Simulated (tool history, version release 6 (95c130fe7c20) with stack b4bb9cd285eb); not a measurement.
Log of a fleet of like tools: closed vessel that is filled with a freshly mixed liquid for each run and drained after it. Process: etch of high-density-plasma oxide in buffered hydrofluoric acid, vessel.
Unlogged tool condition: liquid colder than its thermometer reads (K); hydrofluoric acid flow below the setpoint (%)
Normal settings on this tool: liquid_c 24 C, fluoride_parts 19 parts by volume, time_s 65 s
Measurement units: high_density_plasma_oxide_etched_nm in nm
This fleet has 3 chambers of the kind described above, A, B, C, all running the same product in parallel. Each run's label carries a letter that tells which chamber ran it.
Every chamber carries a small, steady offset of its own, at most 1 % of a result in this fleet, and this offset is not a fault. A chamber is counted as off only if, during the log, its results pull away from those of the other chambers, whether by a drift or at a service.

run,hour,liquid_c,fluoride_parts,time_s,hours since the thermometer was replaced,hours since the hydrofluoric acid flow meter was replaced,"read-back film thickness of the high-density-plasma oxide reference wafer, read on the same gauge (nm)",high_density_plasma_oxide_etched_nm
1B,5.4,24,19,65,776.3,738,29.991,41.827
2A,10.1,24,19,65,838.9,673.3,29.989,42.993
3C,15.2,24,19,65,83.2,127.7,30.016,43.549
4A,19.9,24,19,65,848.7,683.1,29.991,42.807
5C,23.4,24,19,65,91.4,135.9,29.998,43.207
6B,27.2,24,19,65,798.1,759.8,30.051,42.966
7B,30.5,24,19,65,801.4,763.1,29.971,42.931
8C,34.5,24,19,65,102.5,147,29.981,43.486
9A,39.8,24,15,65,868.6,703,30,52.991
10C,45.3,24,15,65,113.3,157.8,29.989,55.49
11A,48.2,24,15,65,877,711.4,29.983,53.239
12B,54.3,24,19,65,825.2,786.9,30.016,41.982
13B,57.9,24,19,65,828.8,790.5,30.023,43.293
14A,63.1,24,19,65,891.9,726.3,30.003,40.697
15C,67,24,19,65,135,179.5,30.001,42.708
16A,70.1,24,19,65,898.9,733.3,30.038,40.941
17B,74.8,24,19,65,845.7,807.4,30.017,42.812
18C,79.6,24,19,65,147.6,192.1,29.994,42.695
19B,85.6,24,19,65,856.5,818.2,29.96,42.873
20C,89.7,24,19,65,157.7,202.2,30.001,43.006
21A,93.6,24,19,65,922.4,756.8,29.98,39.473
22A,96.3,24,19,65,925.1,759.5,30.005,40.187
23C,99,24,19,65,167,211.5,29.99,44.029
24B,103.3,24,19,65,874.2,835.9,29.98,43.176
25A,107.2,25.5,26,65,936,770.4,30.007,33.659
26B,110.7,25.5,26,65,881.6,843.3,29.988,37.419
27C,115.5,25.5,26,65,183.5,228,29.998,37.057
28A,120.2,24,19,65,949,783.4,29.998,39.476
29C,124.2,24,19,95,192.2,236.7,30.003,63.666
30B,130,24,19,95,900.9,862.6,30.024,63.378
31B,133,24,19,95,903.9,865.6,30.032,62.205
32A,135.9,24,19,65,964.7,799.1,30.007,38.58
33C,139.6,24,19,65,207.6,252.1,29.965,43.8
34A,143.1,24,19,65,971.9,806.3,29.996,38.3

One chamber off, gauge drift, or nothing amiss beyond the chambers' own small offsets? If it is a chamber, which one, and what is the likeliest cause?

Chamber A drifts away from the others.
Cause: liquid colder than its thermometer reads (K) = 2.14.
With only this log, it may be confused with: hydrofluoric acid flow below the setpoint (%).

Here are 4 candidates for chamber A's next run, each the usual settings with a change, their results left as question marks. Which one brings its results back in line with what the others give on the usual settings?
Counts as in line when no further than this from what the other chambers average on the usual settings: high_density_plasma_oxide_etched_nm 1.5 nm
35A-1,147.5,23.5,19.5,60,,,,?
35A-2,147.5,26,19,65,,,,?
35A-3,147.5,24,18,65,,,,?
35A-4,147.5,23,19,65,,,,?

The other chambers' mean on the usual settings: high_density_plasma_oxide_etched_nm 43.107 nm
run,high_density_plasma_oxide_etched_nm
35A-1,33.313
35A-2,42.544
35A-3,40.129
35A-4,35.981
35A-2 puts the chamber back in line with the other chambers.

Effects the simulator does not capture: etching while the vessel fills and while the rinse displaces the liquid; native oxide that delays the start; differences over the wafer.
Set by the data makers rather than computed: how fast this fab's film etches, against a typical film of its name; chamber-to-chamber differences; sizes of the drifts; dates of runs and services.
